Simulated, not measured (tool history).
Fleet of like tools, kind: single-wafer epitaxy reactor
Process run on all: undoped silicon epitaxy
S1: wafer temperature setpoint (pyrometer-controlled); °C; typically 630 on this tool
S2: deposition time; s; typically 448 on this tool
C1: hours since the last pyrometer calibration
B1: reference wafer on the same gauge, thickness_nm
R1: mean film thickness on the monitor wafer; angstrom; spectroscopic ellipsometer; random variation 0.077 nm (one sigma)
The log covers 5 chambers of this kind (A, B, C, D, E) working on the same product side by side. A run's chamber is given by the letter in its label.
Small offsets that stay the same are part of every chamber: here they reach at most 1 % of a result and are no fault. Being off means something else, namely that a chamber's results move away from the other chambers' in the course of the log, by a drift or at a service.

run 1E hour=5 | S1=630 S2=448 | C1=371.6 | B1=39.205 | R1=478.55
run 2A hour=9.9 | S1=630 S2=448 | C1=548.7 | B1=39.213 | R1=482.1
run 3B hour=14.4 | S1=630 S2=448 | C1=105.6 | B1=39.223 | R1=481.15
run 4C hour=18.4 | S1=630 S2=448 | C1=240 | B1=39.224 | R1=482.44
run 5D hour=22.9 | S1=630 S2=448 | C1=235.1 | B1=39.243 | R1=484.28
run 6A hour=26.4 | S1=630 S2=448 | C1=565.2 | B1=39.253 | R1=480.92
run 7C hour=32.2 | S1=630 S2=448 | C1=253.8 | B1=39.245 | R1=481.92
run 8B hour=35.8 | S1=630 S2=448 | C1=127 | B1=39.258 | R1=481.09
run 9D hour=39 | S1=630 S2=448 | C1=251.2 | B1=39.265 | R1=483.19
run 10E hour=44.3 | S1=630 S2=448 | C1=410.9 | B1=39.266 | R1=478.36
run 11B hour=49.2 | S1=636 S2=372 | C1=140.4 | B1=39.27 | R1=459.05
run 12C hour=52.1 | S1=636 S2=372 | C1=273.7 | B1=39.29 | R1=460.47
run 13A hour=57.2 | S1=636 S2=372 | C1=596 | B1=39.273 | R1=459.43
run 14D hour=62.1 | S1=636 S2=372 | C1=274.3 | B1=39.291 | R1=460.09
run 15E hour=66.4 | S1=636 S2=372 | C1=433 | B1=39.296 | R1=453.79
run 16C hour=69.5 | S1=630 S2=448 | C1=291.1 | B1=39.29 | R1=482.25
run 17A hour=73.2 | S1=630 S2=448 | C1=612 | B1=39.285 | R1=483.67
run 18B hour=78.5 | S1=644 S2=448 | C1=169.7 | B1=39.311 | R1=664.81
run 19D hour=83.1 | S1=644 S2=448 | C1=295.3 | B1=39.327 | R1=667.41
run 20E hour=88.6 | S1=644 S2=448 | C1=455.2 | B1=39.332 | R1=653.87
run 21E hour=91.5 | S1=644 S2=448 | C1=458.1 | B1=39.346 | R1=652.34
run 22C hour=96.2 | S1=644 S2=448 | C1=317.8 | B1=39.351 | R1=666.06
run 23D hour=101 | S1=630 S2=448 | C1=313.2 | B1=39.346 | R1=484.62
run 24A hour=106.5 | S1=621 S2=448 | C1=645.3 | B1=39.344 | R1=395.16
run 25B hour=110.9 | S1=621 S2=448 | C1=202.1 | B1=39.354 | R1=391.93
run 26C hour=114.1 | S1=621 S2=448 | C1=335.7 | B1=39.353 | R1=390.9
run 27B hour=119.8 | S1=621 S2=448 | C1=211 | B1=39.379 | R1=392.03
run 28E hour=122.6 | S1=621 S2=448 | C1=489.2 | B1=39.381 | R1=391.78
run 29A hour=128.2 | S1=630 S2=448 | C1=667 | B1=39.367 | R1=485.14
run 30D hour=132.2 | S1=630 S2=448 | C1=344.4 | B1=39.374 | R1=484.64
run 31A hour=137.1 | S1=630 S2=448 | C1=675.9 | B1=39.407 | R1=485.13
run 32E hour=142 | S1=630 S2=448 | C1=508.6 | B1=39.395 | R1=480.84
run 33B hour=145.2 | S1=630 S2=448 | C1=236.4 | B1=39.411 | R1=483.3
run 34D hour=150.4 | S1=630 S2=448 | C1=362.6 | B1=39.403 | R1=484.59
run 35C hour=153.8 | S1=630 S2=448 | C1=375.4 | B1=39.425 | R1=484.69
run 36E hour=156.7 | S1=630 S2=448 | C1=523.3 | B1=39.429 | R1=481.44
run 37A hour=160.4 | S1=630 S2=448 | C1=699.2 | B1=39.436 | R1=484.75
run 38C hour=163.6 | S1=630 S2=448 | C1=385.2 | B1=39.434 | R1=484.46
run 39B hour=167.8 | S1=616 S2=420 | C1=259 | B1=39.435 | R1=325.58
run 40D hour=173.2 | S1=616 S2=420 | C1=385.4 | B1=39.451 | R1=328.09

For the next run the whole fleet of 5 chambers uses the same settings. Give each chamber's results:
run 41A hour=177.3 | S1=630 S2=488 | R1=?
run 41B hour=177.3 | S1=630 S2=488 | R1=?
run 41C hour=177.3 | S1=630 S2=488 | R1=?
run 41D hour=177.3 | S1=630 S2=488 | R1=?
run 41E hour=177.3 | S1=630 S2=488 | R1=?

run=41A R1=529.19
run=41B R1=527.21
run=41C R1=527.56
run=41D R1=530.97
run=41E R1=524.24
